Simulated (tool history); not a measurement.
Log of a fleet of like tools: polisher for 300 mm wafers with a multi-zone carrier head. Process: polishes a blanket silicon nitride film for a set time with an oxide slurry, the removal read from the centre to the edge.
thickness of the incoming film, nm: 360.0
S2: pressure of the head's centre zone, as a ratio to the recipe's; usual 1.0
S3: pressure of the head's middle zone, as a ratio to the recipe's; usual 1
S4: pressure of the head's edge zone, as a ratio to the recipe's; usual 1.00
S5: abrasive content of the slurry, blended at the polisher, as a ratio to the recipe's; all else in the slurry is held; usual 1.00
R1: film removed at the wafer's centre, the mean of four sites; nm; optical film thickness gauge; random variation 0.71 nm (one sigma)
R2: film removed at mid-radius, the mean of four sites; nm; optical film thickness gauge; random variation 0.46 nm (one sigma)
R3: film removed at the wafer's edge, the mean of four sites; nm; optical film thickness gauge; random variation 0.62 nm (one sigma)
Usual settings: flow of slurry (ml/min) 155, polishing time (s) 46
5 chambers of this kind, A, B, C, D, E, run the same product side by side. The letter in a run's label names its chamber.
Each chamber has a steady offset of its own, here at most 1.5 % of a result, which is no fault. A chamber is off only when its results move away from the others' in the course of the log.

Run 1B, day 0.283: usual settings. Result: R1 47.727 nm, R2 47.990 nm, R3 48.115 nm.
Run 2C, day 0.646: usual settings. Result: R1 47.537 nm, R2 47.974 nm, R3 47.866 nm.
Run 3A, day 0.838: usual settings. Result: R1 48.220 nm, R2 47.446 nm, R3 47.491 nm.
At day 0.992: chamber A: worn pad replaced by a new one.
Run 4E, day 1.071: usual settings. Result: R1 48.332 nm, R2 47.904 nm, R3 47.983 nm.
Run 5D, day 1.375: usual settings. Result: R1 47.738 nm, R2 47.895 nm, R3 48.696 nm.
At day 1.488: chamber C: slurry nozzle cleaned.
Run 6B, day 1.554: usual settings. Result: R1 48.253 nm, R2 48.332 nm, R3 48.211 nm.
Run 7D, day 1.742: usual settings but S2 1.1, S5 1.15. Result: R1 56.328 nm, R2 52.029 nm, R3 51.504 nm.
At day 1.912: chamber C: worn pad replaced by a new one.
Run 8C, day 1.971: usual settings but S2 1.1, S5 1.15. Result: R1 55.686 nm, R2 51.327 nm, R3 51.941 nm.
Run 9E, day 2.342: usual settings but S2 1.1, S5 1.15. Result: R1 55.148 nm, R2 50.136 nm, R3 50.266 nm.
At day 2.529: chamber B: edge zone pressure recalibrated.
At day 2.588: chamber E: edge zone pressure recalibrated.
Run 10A, day 2.654: usual settings but S2 1.1, S5 1.15. Result: R1 57.008 nm, R2 50.932 nm, R3 51.237 nm.
At day 2.688: chamber E: worn pad replaced by a new one.
Run 11B, day 2.946: usual settings but S2 1.1, S5 1.15. Result: R1 57.924 nm, R2 50.733 nm, R3 50.670 nm.
At day 3.242: chamber B: worn pad replaced by a new one.
Run 12E, day 3.300: usual settings. Result: R1 49.200 nm, R2 48.138 nm, R3 48.202 nm.
Run 13C, day 3.496: usual settings but S5 0.85, polishing time (s) 41. Result: R1 39.338 nm, R2 40.293 nm, R3 40.051 nm.
Run 14A, day 3.783: usual settings but S5 0.85, polishing time (s) 41. Result: R1 40.326 nm, R2 40.523 nm, R3 39.622 nm.
Run 15D, day 3.950: usual settings but S5 0.85, polishing time (s) 41. Result: R1 39.966 nm, R2 39.572 nm, R3 40.426 nm.
At day 4.008: chamber D: worn pad replaced by a new one.
Run 16D, day 4.312: usual settings but S5 0.85, polishing time (s) 41. Result: R1 40.016 nm, R2 40.103 nm, R3 39.291 nm.
Run 17B, day 4.496: usual settings but S5 0.85, polishing time (s) 41. Result: R1 38.923 nm, R2 39.535 nm, R3 40.185 nm.
Run 18C, day 4.675: usual settings. Result: R1 48.243 nm, R2 48.890 nm, R3 48.664 nm.
At day 4.717: chamber B: centre zone pressure recalibrated.
At day 4.796: chamber A: edge zone pressure recalibrated.
Run 19A, day 5.021: usual settings. Result: R1 47.477 nm, R2 48.028 nm, R3 48.152 nm.
Run 20E, day 5.354: usual settings. Result: R1 47.710 nm, R2 47.062 nm, R3 48.161 nm.
At day 5.421: chamber A: centre zone pressure recalibrated.
Run 21B, day 5.654: usual settings. Result: R1 43.825 nm, R2 48.124 nm, R3 47.202 nm.
Run 22E, day 5.892: usual settings. Result: R1 47.873 nm, R2 46.402 nm, R3 47.828 nm.
At day 6.208: chamber A: worn pad replaced by a new one.
Run 23A, day 6.271: usual settings. Result: R1 50.251 nm, R2 47.741 nm, R3 49.039 nm.
Run 24C, day 6.500: usual settings but S4 0.93. Result: R1 47.869 nm, R2 48.241 nm, R3 46.000 nm.
Run 25D, day 6.817: usual settings but S4 0.93. Result: R1 48.579 nm, R2 48.342 nm, R3 45.815 nm.
Run 26A, day 7.046: usual settings but S4 0.93. Result: R1 47.747 nm, R2 48.524 nm, R3 46.010 nm.
At day 7.138: chamber E: worn pad replaced by a new one.
Run 27C, day 7.258: usual settings but S4 0.93. Result: R1 47.866 nm, R2 48.232 nm, R3 45.436 nm.
At day 7.342: chamber E: slurry nozzle cleaned.
Run 28E, day 7.438: usual settings but S4 0.93. Result: R1 48.456 nm, R2 48.123 nm, R3 46.566 nm.
At day 7.579: chamber D: edge zone pressure recalibrated.
Run 29D, day 7.712: usual settings. Result: R1 48.458 nm, R2 48.288 nm, R3 48.045 nm.
Run 30B, day 8.075: usual settings. Result: R1 43.783 nm, R2 47.749 nm, R3 47.992 nm.
At day 8.179: chamber B: worn pad replaced by a new one.
Run 31A, day 8.438: usual settings. Result: R1 47.707 nm, R2 48.810 nm, R3 47.764 nm.
At day 8.650: chamber C: worn pad replaced by a new one.
Run 32B, day 8.808: usual settings. Result: R1 43.210 nm, R2 47.528 nm, R3 48.077 nm.
Run 33E, day 9.129: usual settings. Result: R1 47.199 nm, R2 47.100 nm, R3 47.283 nm.
Run 34D, day 9.425: usual settings. Result: R1 48.954 nm, R2 49.474 nm, R3 48.319 nm.
At day 9.462: chamber A: slurry nozzle cleaned.
At day 9.550: chamber D: worn pad replaced by a new one.
Run 35C, day 9.754: usual settings. Result: R1 47.583 nm, R2 48.596 nm, R3 47.495 nm.
Run 36B, day 9.962: usual settings. Result: R1 44.623 nm, R2 47.920 nm, R3 48.598 nm.
Run 37E, day 10.167: usual settings. Result: R1 47.547 nm, R2 47.656 nm, R3 47.119 nm.
At day 10.367: chamber A: worn pad replaced by a new one.
Run 38A, day 10.512: usual settings. Result: R1 48.084 nm, R2 48.026 nm, R3 48.195 nm.
At day 10.704: chamber C: slurry nozzle cleaned.
Run 39C, day 10.846: usual settings. Result: R1 47.565 nm, R2 49.709 nm, R3 48.945 nm.
Run 40D, day 11.179: usual settings. Result: R1 49.088 nm, R2 49.506 nm, R3 46.711 nm.

All 5 chambers run these settings next. Forecast each chamber's results:
Run 41A, day 11.454: usual settings but flow of slurry (ml/min) 175. Result: R1 ?, R2 ?, R3 ?.
Run 41B, day 11.454: usual settings but flow of slurry (ml/min) 175. Result: R1 ?, R2 ?, R3 ?.
Run 41C, day 11.454: usual settings but flow of slurry (ml/min) 175. Result: R1 ?, R2 ?, R3 ?.
Run 41D, day 11.454: usual settings but flow of slurry (ml/min) 175. Result: R1 ?, R2 ?, R3 ?.
Run 41E, day 11.454: usual settings but flow of slurry (ml/min) 175. Result: R1 ?, R2 ?, R3 ?.

run      R1      R2      R3
41A  48.593  49.960  47.222
41B  45.102  49.134  48.939
41C  49.131  48.626  48.812
41D  50.064  49.293  49.561
41E  49.357  47.636  47.330
